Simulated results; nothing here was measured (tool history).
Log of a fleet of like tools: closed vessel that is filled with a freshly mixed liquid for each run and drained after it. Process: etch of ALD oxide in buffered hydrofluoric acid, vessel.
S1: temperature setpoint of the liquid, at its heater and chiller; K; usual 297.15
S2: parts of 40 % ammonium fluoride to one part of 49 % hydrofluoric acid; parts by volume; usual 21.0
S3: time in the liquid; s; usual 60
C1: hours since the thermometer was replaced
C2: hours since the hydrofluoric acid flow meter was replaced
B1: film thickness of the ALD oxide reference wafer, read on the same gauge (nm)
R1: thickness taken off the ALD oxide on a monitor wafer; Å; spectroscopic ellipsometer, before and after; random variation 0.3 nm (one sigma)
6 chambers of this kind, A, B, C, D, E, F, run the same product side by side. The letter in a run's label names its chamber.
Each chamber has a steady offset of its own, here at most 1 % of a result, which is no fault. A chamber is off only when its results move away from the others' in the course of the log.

| run | hour | S1 | S2 | S3 | C1 | C2 | B1 | R1 |
|---|---|---|---|---|---|---|---|---|
| 1B | 4.9 | 297.15 | 21.0 | 60 | 683.5 | 1055.4 | 60.007 | 510.84 |
| 2A | 11.5 | 297.15 | 21.0 | 60 | 939.4 | 458.0 | 59.950 | 508.03 |
|  | 11.7 | chamber A: thermometer replaced |
| 3F | 15.7 | 297.15 | 21.0 | 60 | 203.5 | 1120.4 | 59.964 | 511.45 |
|  | 17.9 | chamber B: hydrofluoric acid flow meter replaced |
| 4E | 19.1 | 297.15 | 21.0 | 60 | 487.5 | 876.6 | 60.012 | 512.37 |
| 5D | 23.4 | 297.15 | 21.0 | 60 | 191.5 | 398.0 | 60.043 | 513.84 |
| 6C | 30.8 | 297.15 | 21.0 | 60 | 1659.1 | 1342.0 | 59.980 | 511.40 |
| 7A | 36.1 | 297.15 | 21.0 | 60 | 24.5 | 482.6 | 59.980 | 501.66 |
| 8D | 41.5 | 297.15 | 21.0 | 60 | 209.6 | 416.1 | 59.997 | 507.57 |
| 9F | 45.7 | 297.15 | 21.0 | 60 | 233.5 | 1150.4 | 60.014 | 513.91 |
| 10C | 51.1 | 297.15 | 21.0 | 60 | 1679.4 | 1362.3 | 59.993 | 517.38 |
| 11B | 55.7 | 297.15 | 21.0 | 60 | 734.3 | 37.8 | 60.006 | 510.37 |
| 12E | 61.0 | 297.15 | 21.0 | 60 | 529.4 | 918.5 | 60.024 | 510.02 |
| 13B | 66.8 | 297.15 | 21.0 | 60 | 745.4 | 48.9 | 59.982 | 509.26 |
| 14A | 74.3 | 297.15 | 21.0 | 80 | 62.7 | 520.8 | 59.944 | 661.41 |
| 15E | 77.8 | 297.15 | 21.0 | 80 | 546.2 | 935.3 | 60.031 | 679.24 |
| 16D | 83.8 | 297.15 | 21.0 | 80 | 251.9 | 458.4 | 60.007 | 679.63 |
| 17C | 89.9 | 297.15 | 21.0 | 80 | 1718.2 | 1401.1 | 59.996 | 685.74 |
| 18F | 96.3 | 297.15 | 21.0 | 80 | 284.1 | 1201.0 | 60.022 | 680.10 |
| 19D | 100.3 | 297.15 | 21.0 | 80 | 268.4 | 474.9 | 59.947 | 683.78 |
| 20C | 105.3 | 300.15 | 21.0 | 60 | 1733.6 | 1416.5 | 60.032 | 607.86 |
| 21E | 111.2 | 300.15 | 21.0 | 60 | 579.6 | 968.7 | 59.950 | 606.50 |
| 22A | 116.4 | 300.15 | 21.0 | 60 | 104.8 | 562.9 | 59.956 | 572.95 |
| 23F | 122.5 | 300.15 | 21.0 | 60 | 310.3 | 1227.2 | 60.008 | 602.32 |
| 24B | 126.8 | 300.15 | 21.0 | 60 | 805.4 | 108.9 | 59.947 | 599.73 |
| 25F | 132.8 | 300.15 | 21.0 | 60 | 320.6 | 1237.5 | 59.996 | 600.85 |
| 26A | 138.6 | 297.15 | 21.0 | 60 | 127.0 | 585.1 | 60.001 | 481.60 |
| 27E | 143.7 | 297.15 | 21.0 | 60 | 612.1 | 1001.2 | 60.014 | 508.35 |
|  | 144.3 | chamber E: thermometer replaced |
| 28D | 147.2 | 297.15 | 21.0 | 60 | 315.3 | 521.8 | 60.016 | 509.95 |
| 29C | 154.5 | 297.15 | 21.0 | 60 | 1782.8 | 1465.7 | 60.024 | 516.16 |
| 30B | 158.4 | 297.15 | 18.5 | 35 | 837.0 | 140.5 | 59.988 | 331.71 |
| 31D | 163.1 | 297.15 | 18.5 | 35 | 331.2 | 537.7 | 59.989 | 329.93 |
| 32A | 167.4 | 297.15 | 18.5 | 35 | 155.8 | 613.9 | 59.989 | 310.35 |
| 33C | 173.3 | 297.15 | 18.5 | 35 | 1801.6 | 1484.5 | 60.008 | 335.52 |
| 34F | 177.8 | 297.15 | 18.5 | 35 | 365.6 | 1282.5 | 59.987 | 330.97 |
| 35E | 185.3 | 297.15 | 18.5 | 35 | 41.0 | 1042.8 | 59.993 | 330.96 |
| 36B | 191.1 | 297.15 | 21.0 | 60 | 869.7 | 173.2 | 60.006 | 513.28 |
| 37D | 198.6 | 297.15 | 21.0 | 60 | 366.7 | 573.2 | 59.987 | 510.24 |
| 38F | 203.9 | 297.15 | 21.0 | 60 | 391.7 | 1308.6 | 59.971 | 509.90 |

Is one chamber off against the others, does the gauge drift, or is nothing wrong? If a chamber is off, say which, and what the likeliest cause is.

Chamber A drifts away from the others.
Cause: hydrofluoric acid flow below the setpoint (%) = 9.36.
The log may not tell that from: liquid colder than its thermometer reads (K).

Here are 4 candidates for chamber A's next run, each the usual settings with a change, their results left as question marks. Which one brings its results back in line with what the others give on the usual settings?
In line means no further than this from the other chambers' mean on the usual settings: R1 10.00 Å
| 39A-1 | 209.4 | 298.65 | 21.0 | 60 |  |  |  | ? |
| 39A-2 | 209.4 | 295.65 | 21.0 | 60 |  |  |  | ? |
| 39A-3 | 209.4 | 296.15 | 23.0 | 60 |  |  |  | ? |
| 39A-4 | 209.4 | 299.15 | 21.0 | 60 |  |  |  | ? |

The other chambers' mean on the usual settings: R1 511.60 Å
| run | R1 |
|---|---|
| 39A-1 | 514.44 |
| 39A-2 | 436.41 |
| 39A-3 | 421.00 |
| 39A-4 | 528.59 |
39A-1 brings the chamber back in line.

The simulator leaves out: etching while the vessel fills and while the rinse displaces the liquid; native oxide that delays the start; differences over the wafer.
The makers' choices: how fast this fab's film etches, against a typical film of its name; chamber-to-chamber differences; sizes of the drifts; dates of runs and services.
